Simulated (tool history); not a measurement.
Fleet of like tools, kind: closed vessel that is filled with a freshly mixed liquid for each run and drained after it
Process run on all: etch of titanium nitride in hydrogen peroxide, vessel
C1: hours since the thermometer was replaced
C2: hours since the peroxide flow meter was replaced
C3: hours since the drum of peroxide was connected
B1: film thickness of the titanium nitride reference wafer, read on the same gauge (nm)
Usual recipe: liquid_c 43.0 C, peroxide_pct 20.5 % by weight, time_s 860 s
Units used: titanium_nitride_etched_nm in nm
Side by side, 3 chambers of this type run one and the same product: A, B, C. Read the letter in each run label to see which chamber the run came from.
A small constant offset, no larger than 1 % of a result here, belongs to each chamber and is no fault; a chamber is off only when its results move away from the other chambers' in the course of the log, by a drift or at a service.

run 1A day=0.650 | liquid_c=43.0 peroxide_pct=20.5 time_s=860 | C1=645.7 C2=274.9 C3=931.1 | B1=59.983 | titanium_nitride_etched_nm=22.3350
run 2B day=1.188 | liquid_c=43.0 peroxide_pct=20.5 time_s=860 | C1=89.1 C2=68.9 C3=185.0 | B1=59.978 | titanium_nitride_etched_nm=22.4070
run 3C day=1.625 | liquid_c=43.0 peroxide_pct=20.5 time_s=860 | C1=756.4 C2=333.5 C3=1207.3 | B1=60.019 | titanium_nitride_etched_nm=22.3870
run 4C day=2.225 | liquid_c=43.0 peroxide_pct=20.5 time_s=860 | C1=770.8 C2=347.9 C3=1221.7 | B1=60.012 | titanium_nitride_etched_nm=22.5570
run 5B day=2.767 | liquid_c=43.0 peroxide_pct=20.5 time_s=860 | C1=127.0 C2=106.8 C3=222.9 | B1=59.969 | titanium_nitride_etched_nm=22.7010
run 6A day=3.246 | liquid_c=43.0 peroxide_pct=20.5 time_s=860 | C1=708.0 C2=337.2 C3=993.4 | B1=60.011 | titanium_nitride_etched_nm=22.3370
run 7A day=3.792 | liquid_c=43.0 peroxide_pct=20.5 time_s=375 | C1=721.1 C2=350.3 C3=1006.5 | B1=59.988 | titanium_nitride_etched_nm=9.7771
run 8B day=4.367 | liquid_c=43.0 peroxide_pct=20.5 time_s=375 | C1=165.4 C2=145.2 C3=261.3 | B1=59.993 | titanium_nitride_etched_nm=9.8235
run 9C day=4.971 | liquid_c=43.0 peroxide_pct=20.5 time_s=375 | C1=836.7 C2=413.8 C3=1287.6 | B1=59.980 | titanium_nitride_etched_nm=9.8037
run 10C day=5.379 | liquid_c=43.0 peroxide_pct=20.5 time_s=860 | C1=846.5 C2=423.6 C3=1297.4 | B1=59.990 | titanium_nitride_etched_nm=22.3050
run 11B day=5.892 | liquid_c=43.0 peroxide_pct=20.5 time_s=860 | C1=202.0 C2=181.8 C3=297.9 | B1=59.990 | titanium_nitride_etched_nm=22.5920
-- day=6.104 chamber C: new drum of peroxide connected
run 12A day=6.367 | liquid_c=43.0 peroxide_pct=15.5 time_s=860 | C1=782.9 C2=412.1 C3=1068.3 | B1=59.987 | titanium_nitride_etched_nm=21.2490
run 13A day=6.788 | liquid_c=43.0 peroxide_pct=15.5 time_s=860 | C1=793.0 C2=422.2 C3=1078.4 | B1=60.008 | titanium_nitride_etched_nm=21.2280
run 14B day=7.250 | liquid_c=43.0 peroxide_pct=15.5 time_s=860 | C1=234.6 C2=214.4 C3=330.5 | B1=59.987 | titanium_nitride_etched_nm=21.5610
run 15C day=7.683 | liquid_c=43.0 peroxide_pct=20.5 time_s=860 | C1=901.8 C2=478.9 C3=37.9 | B1=60.000 | titanium_nitride_etched_nm=22.7520
run 16A day=8.225 | liquid_c=43.0 peroxide_pct=20.5 time_s=860 | C1=827.5 C2=456.7 C3=1112.9 | B1=59.981 | titanium_nitride_etched_nm=22.7150
run 17C day=8.638 | liquid_c=43.0 peroxide_pct=20.5 time_s=860 | C1=924.7 C2=501.8 C3=60.8 | B1=60.002 | titanium_nitride_etched_nm=22.6780
-- day=9.058 chamber A: thermometer replaced
run 18B day=9.250 | liquid_c=43.0 peroxide_pct=20.5 time_s=860 | C1=282.6 C2=262.4 C3=378.5 | B1=59.989 | titanium_nitride_etched_nm=22.5690
run 19C day=9.554 | liquid_c=38.5 peroxide_pct=20.5 time_s=860 | C1=946.7 C2=523.8 C3=82.8 | B1=60.005 | titanium_nitride_etched_nm=16.0080
run 20A day=9.925 | liquid_c=38.5 peroxide_pct=20.5 time_s=860 | C1=20.8 C2=497.5 C3=1153.7 | B1=60.006 | titanium_nitride_etched_nm=15.7980
run 21B day=10.529 | liquid_c=38.5 peroxide_pct=20.5 time_s=860 | C1=313.3 C2=293.1 C3=409.2 | B1=59.988 | titanium_nitride_etched_nm=15.9910
-- day=10.592 chamber A: new drum of peroxide connected
run 22C day=10.942 | liquid_c=43.0 peroxide_pct=20.5 time_s=860 | C1=980.0 C2=557.1 C3=116.1 | B1=60.011 | titanium_nitride_etched_nm=22.8120
run 23B day=11.421 | liquid_c=43.0 peroxide_pct=20.5 time_s=860 | C1=334.7 C2=314.5 C3=430.6 | B1=60.008 | titanium_nitride_etched_nm=22.6650
run 24A day=11.758 | liquid_c=43.0 peroxide_pct=20.5 time_s=365 | C1=64.8 C2=541.5 C3=28.1 | B1=60.004 | titanium_nitride_etched_nm=9.5393
run 25B day=12.188 | liquid_c=43.0 peroxide_pct=20.5 time_s=365 | C1=353.1 C2=332.9 C3=449.0 | B1=60.007 | titanium_nitride_etched_nm=9.5925
run 26C day=12.742 | liquid_c=43.0 peroxide_pct=20.5 time_s=365 | C1=1023.2 C2=600.3 C3=159.3 | B1=60.020 | titanium_nitride_etched_nm=9.6775
run 27A day=13.404 | liquid_c=43.0 peroxide_pct=20.5 time_s=860 | C1=104.3 C2=581.0 C3=67.6 | B1=60.005 | titanium_nitride_etched_nm=22.5070
run 28B day=14.058 | liquid_c=43.0 peroxide_pct=20.5 time_s=860 | C1=398.0 C2=377.8 C3=493.9 | B1=60.001 | titanium_nitride_etched_nm=22.7300
run 29C day=14.358 | liquid_c=43.0 peroxide_pct=20.5 time_s=860 | C1=1062.0 C2=639.1 C3=198.1 | B1=60.014 | titanium_nitride_etched_nm=23.0540
run 30A day=14.883 | liquid_c=43.0 peroxide_pct=20.5 time_s=860 | C1=139.8 C2=616.5 C3=103.1 | B1=59.992 | titanium_nitride_etched_nm=22.4830
-- day=15.100 chamber B: new drum of peroxide connected
run 31B day=15.479 | liquid_c=43.0 peroxide_pct=20.5 time_s=860 | C1=432.1 C2=411.9 C3=9.2 | B1=59.989 | titanium_nitride_etched_nm=22.6070
run 32A day=15.788 | liquid_c=43.0 peroxide_pct=20.5 time_s=860 | C1=161.5 C2=638.2 C3=124.8 | B1=60.008 | titanium_nitride_etched_nm=22.3430
-- day=15.954 chamber B: thermometer replaced
run 33C day=16.258 | liquid_c=43.0 peroxide_pct=20.5 time_s=860 | C1=1107.6 C2=684.7 C3=243.7 | B1=60.026 | titanium_nitride_etched_nm=23.0700
run 34A day=16.912 | liquid_c=43.0 peroxide_pct=20.5 time_s=860 | C1=188.5 C2=665.2 C3=151.8 | B1=59.998 | titanium_nitride_etched_nm=22.0760
run 35B day=17.204 | liquid_c=43.0 peroxide_pct=20.5 time_s=860 | C1=30.0 C2=453.3 C3=50.6 | B1=60.005 | titanium_nitride_etched_nm=22.8100
run 36C day=17.604 | liquid_c=43.0 peroxide_pct=20.5 time_s=860 | C1=1139.9 C2=717.0 C3=276.0 | B1=59.994 | titanium_nitride_etched_nm=23.1400
run 37C day=17.912 | liquid_c=43.0 peroxide_pct=20.5 time_s=860 | C1=1147.3 C2=724.4 C3=283.4 | B1=60.025 | titanium_nitride_etched_nm=23.5810
run 38B day=18.408 | liquid_c=43.0 peroxide_pct=20.5 time_s=860 | C1=58.9 C2=482.2 C3=79.5 | B1=60.000 | titanium_nitride_etched_nm=22.8880
run 39A day=18.912 | liquid_c=48.0 peroxide_pct=18.0 time_s=860 | C1=236.5 C2=713.2 C3=199.8 | B1=60.001 | titanium_nitride_etched_nm=31.6650
run 40B day=19.354 | liquid_c=48.0 peroxide_pct=18.0 time_s=860 | C1=81.6 C2=504.9 C3=102.2 | B1=60.014 | titanium_nitride_etched_nm=32.1960
run 41A day=19.692 | liquid_c=48.0 peroxide_pct=18.0 time_s=860 | C1=255.2 C2=731.9 C3=218.5 | B1=60.001 | titanium_nitride_etched_nm=31.5310
run 42C day=20.033 | liquid_c=43.0 peroxide_pct=20.5 time_s=860 | C1=1198.2 C2=775.3 C3=334.3 | B1=60.020 | titanium_nitride_etched_nm=23.4690
run 43A day=20.392 | liquid_c=43.0 peroxide_pct=20.5 time_s=860 | C1=272.0 C2=748.7 C3=235.3 | B1=60.000 | titanium_nitride_etched_nm=22.3770
run 44C day=20.838 | liquid_c=43.0 peroxide_pct=20.5 time_s=860 | C1=1217.5 C2=794.6 C3=353.6 | B1=59.993 | titanium_nitride_etched_nm=23.4920

The same settings go to every chamber for the next run, one line per chamber below. Forecast the results for each:
run 45A day=21.317 | liquid_c=43.0 peroxide_pct=20.5 time_s=860 | titanium_nitride_etched_nm=?
run 45B day=21.317 | liquid_c=43.0 peroxide_pct=20.5 time_s=860 | titanium_nitride_etched_nm=?
run 45C day=21.317 | liquid_c=43.0 peroxide_pct=20.5 time_s=860 | titanium_nitride_etched_nm=?

run=45A titanium_nitride_etched_nm=22.4060
run=45B titanium_nitride_etched_nm=22.6710
run=45C titanium_nitride_etched_nm=23.3720
